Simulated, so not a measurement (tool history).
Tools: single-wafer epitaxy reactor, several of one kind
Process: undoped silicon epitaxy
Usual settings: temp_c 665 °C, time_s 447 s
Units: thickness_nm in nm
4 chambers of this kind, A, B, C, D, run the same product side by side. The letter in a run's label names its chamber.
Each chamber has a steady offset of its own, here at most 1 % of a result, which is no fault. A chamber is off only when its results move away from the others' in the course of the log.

run   hour  temp_c  time_s  hours since the last pyrometer calibration  read-back reference wafer on the same gauge, thickness_nm  thickness_nm
 1C   14.1     665     447                                        82.6                                                     89.028        103.79
 2A   29.4     665     447                                       626.8                                                     89.027        104.19
 3B   38.8     665     447                                      2119.1                                                     89.059        103.64
 4D   54.7     665     447                                        1709                                                     89.045         104.2
 5C   66.3     665     447                                       134.8                                                     89.085        103.81
 6D   74.8     665     447                                      1729.1                                                     89.087        104.29
 7A   89.1     665     447                                       686.5                                                     89.075        104.31
 8B   99.9     665     447                                      2180.2                                                     89.118        103.51
 9A  109.9     665     447                                       707.3                                                     89.141        104.34
10D    124     665     447                                      1778.3                                                      89.14        104.22
11C  131.9     673     366                                       200.4                                                     89.151        100.67
12B  139.3     673     366                                      2219.6                                                     89.161        100.43
13C  150.6     673     366                                       219.1                                                     89.158        100.41
14D  164.3     673     366                                      1818.6                                                     89.199        101.29
15A  173.8     665     447                                       771.2                                                     89.207        104.53
16B  183.4     665     447                                      2263.7                                                     89.197        103.56
17D  197.2     665     447                                      1851.5                                                     89.235        104.54
18B  211.8     657     447                                      2292.1                                                     89.273        87.309
19C  227.1     657     447                                       295.6                                                     89.272        87.939
20A  236.5     657     447                                       833.9                                                      89.26        88.558
21B  250.4     657     447                                      2330.7                                                     89.298        87.507
22C  261.2     665     447                                       329.7                                                     89.301        104.23
23D  271.6     665     447                                      1925.9                                                     89.316        104.29
24A  283.6     661     447                                         881                                                     89.327        96.324
25C  298.4     661     447                                       366.9                                                     89.358        95.641
26A  311.9     661     447                                       909.3                                                     89.334        96.385
27B  325.3     661     447                                      2405.6                                                     89.359         95.25
28D  332.8     665     447                                      1987.1                                                     89.373        104.72

What goes on in this fleet: one chamber off, a drifting gauge, or nothing beyond the chambers' own small offsets? Name the chamber and the cause, if any.

The gauge drifts, so all chambers seem to drift together. No chamber is off.
Cause: gauge reads high (%) = 0.446.
